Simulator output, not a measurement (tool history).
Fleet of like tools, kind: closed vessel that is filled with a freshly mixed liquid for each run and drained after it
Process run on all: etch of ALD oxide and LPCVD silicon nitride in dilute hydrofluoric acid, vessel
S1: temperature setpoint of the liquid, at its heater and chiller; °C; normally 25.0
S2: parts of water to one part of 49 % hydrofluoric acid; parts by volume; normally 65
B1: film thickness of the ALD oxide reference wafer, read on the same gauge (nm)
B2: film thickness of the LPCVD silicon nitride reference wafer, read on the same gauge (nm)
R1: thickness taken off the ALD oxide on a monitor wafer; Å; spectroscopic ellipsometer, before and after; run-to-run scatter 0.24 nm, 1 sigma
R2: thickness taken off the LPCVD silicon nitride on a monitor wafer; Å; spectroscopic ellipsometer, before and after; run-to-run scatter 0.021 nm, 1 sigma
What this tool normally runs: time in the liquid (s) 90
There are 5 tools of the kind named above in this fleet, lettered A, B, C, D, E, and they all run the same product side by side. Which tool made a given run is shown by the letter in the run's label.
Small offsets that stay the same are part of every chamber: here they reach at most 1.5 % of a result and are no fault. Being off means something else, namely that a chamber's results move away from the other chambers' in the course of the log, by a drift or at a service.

-- hour=2.7 chamber C: hydrofluoric acid flow meter replaced
run 1D hour=3.8 | S1=25.0 S2=65 time_in_the_liquid_(s)=90 | B1=60.002 B2=59.999 | R1=255.94 R2=6.8102
run 2A hour=11.8 | S1=25.0 S2=65 time_in_the_liquid_(s)=90 | B1=60.018 B2=60.031 | R1=251.15 R2=6.3905
run 3C hour=17.8 | S1=25.0 S2=65 time_in_the_liquid_(s)=90 | B1=59.986 B2=60.002 | R1=246.64 R2=6.5100
run 4B hour=25.7 | S1=25.0 S2=65 time_in_the_liquid_(s)=90 | B1=59.965 B2=59.995 | R1=254.22 R2=6.3165
run 5E hour=33.4 | S1=25.0 S2=45 time_in_the_liquid_(s)=90 | B1=59.993 B2=59.950 | R1=364.18 R2=9.0978
run 6D hour=39.8 | S1=25.0 S2=45 time_in_the_liquid_(s)=90 | B1=60.014 B2=60.009 | R1=375.01 R2=9.8592
run 7A hour=44.0 | S1=25.0 S2=45 time_in_the_liquid_(s)=90 | B1=59.984 B2=60.032 | R1=368.32 R2=9.3303
-- hour=51.5 chamber B: hydrofluoric acid flow meter replaced
run 8C hour=52.7 | S1=25.0 S2=45 time_in_the_liquid_(s)=90 | B1=60.031 B2=60.008 | R1=368.26 R2=9.7322
run 9B hour=60.8 | S1=25.0 S2=45 time_in_the_liquid_(s)=90 | B1=59.991 B2=59.983 | R1=372.81 R2=9.7999
run 10E hour=67.8 | S1=25.0 S2=65 time_in_the_liquid_(s)=90 | B1=60.012 B2=59.987 | R1=250.36 R2=7.0978
run 11E hour=74.6 | S1=25.0 S2=65 time_in_the_liquid_(s)=90 | B1=60.040 B2=60.004 | R1=255.01 R2=7.0731
run 12D hour=79.9 | S1=25.0 S2=65 time_in_the_liquid_(s)=90 | B1=60.025 B2=60.001 | R1=251.50 R2=6.9539
run 13B hour=88.4 | S1=25.0 S2=65 time_in_the_liquid_(s)=90 | B1=59.990 B2=60.001 | R1=253.00 R2=6.4883
run 14C hour=96.2 | S1=25.0 S2=65 time_in_the_liquid_(s)=90 | B1=59.978 B2=60.014 | R1=248.63 R2=6.8057
run 15A hour=102.2 | S1=27.5 S2=40 time_in_the_liquid_(s)=90 | B1=59.993 B2=59.992 | R1=462.83 R2=12.8730
run 16E hour=109.1 | S1=27.5 S2=40 time_in_the_liquid_(s)=90 | B1=60.013 B2=59.987 | R1=457.46 R2=12.7540
run 17D hour=117.6 | S1=27.5 S2=40 time_in_the_liquid_(s)=90 | B1=59.997 B2=60.006 | R1=469.66 R2=13.1740
run 18C hour=122.4 | S1=27.5 S2=40 time_in_the_liquid_(s)=90 | B1=60.013 B2=59.972 | R1=459.47 R2=13.2120
run 19A hour=128.8 | S1=27.5 S2=40 time_in_the_liquid_(s)=90 | B1=60.000 B2=60.020 | R1=467.43 R2=13.3580
run 20B hour=137.5 | S1=23.0 S2=65 time_in_the_liquid_(s)=50 | B1=60.008 B2=59.982 | R1=129.78 R2=3.2516
run 21C hour=142.7 | S1=23.0 S2=65 time_in_the_liquid_(s)=50 | B1=60.013 B2=59.961 | R1=129.79 R2=3.1736
run 22B hour=146.6 | S1=23.0 S2=65 time_in_the_liquid_(s)=50 | B1=60.009 B2=59.978 | R1=129.48 R2=3.3711
run 23E hour=154.7 | S1=23.0 S2=65 time_in_the_liquid_(s)=50 | B1=59.990 B2=59.955 | R1=128.22 R2=3.2335
run 24D hour=159.5 | S1=23.0 S2=65 time_in_the_liquid_(s)=50 | B1=60.016 B2=59.983 | R1=128.77 R2=3.4243
run 25A hour=167.5 | S1=25.0 S2=65 time_in_the_liquid_(s)=90 | B1=59.977 B2=60.011 | R1=247.79 R2=6.4284
run 26D hour=173.3 | S1=21.5 S2=65 time_in_the_liquid_(s)=90 | B1=60.020 B2=59.990 | R1=218.94 R2=5.2370
run 27C hour=179.1 | S1=21.5 S2=65 time_in_the_liquid_(s)=90 | B1=60.001 B2=60.018 | R1=215.94 R2=5.1618
run 28A hour=184.4 | S1=21.5 S2=65 time_in_the_liquid_(s)=90 | B1=60.013 B2=60.003 | R1=216.33 R2=5.2220
run 29E hour=192.0 | S1=21.5 S2=65 time_in_the_liquid_(s)=90 | B1=59.992 B2=59.979 | R1=215.23 R2=5.0408
run 30B hour=199.2 | S1=21.5 S2=65 time_in_the_liquid_(s)=90 | B1=60.008 B2=60.009 | R1=221.07 R2=5.1842
run 31B hour=204.2 | S1=25.0 S2=65 time_in_the_liquid_(s)=90 | B1=59.997 B2=60.005 | R1=252.07 R2=6.7201
run 32A hour=209.9 | S1=25.0 S2=65 time_in_the_liquid_(s)=90 | B1=60.003 B2=60.008 | R1=252.47 R2=6.6383
run 33E hour=215.0 | S1=25.0 S2=65 time_in_the_liquid_(s)=90 | B1=60.000 B2=60.042 | R1=249.76 R2=6.6763

Decide between three cases: one chamber stands off from its peers, the gauge reading all wafers drifts, or nothing is wrong past each chamber's small offset. Where a chamber is off, say which and what most likely put it there.

No chamber is off and the gauge is stable; the differences are just each chamber's small, constant offset.
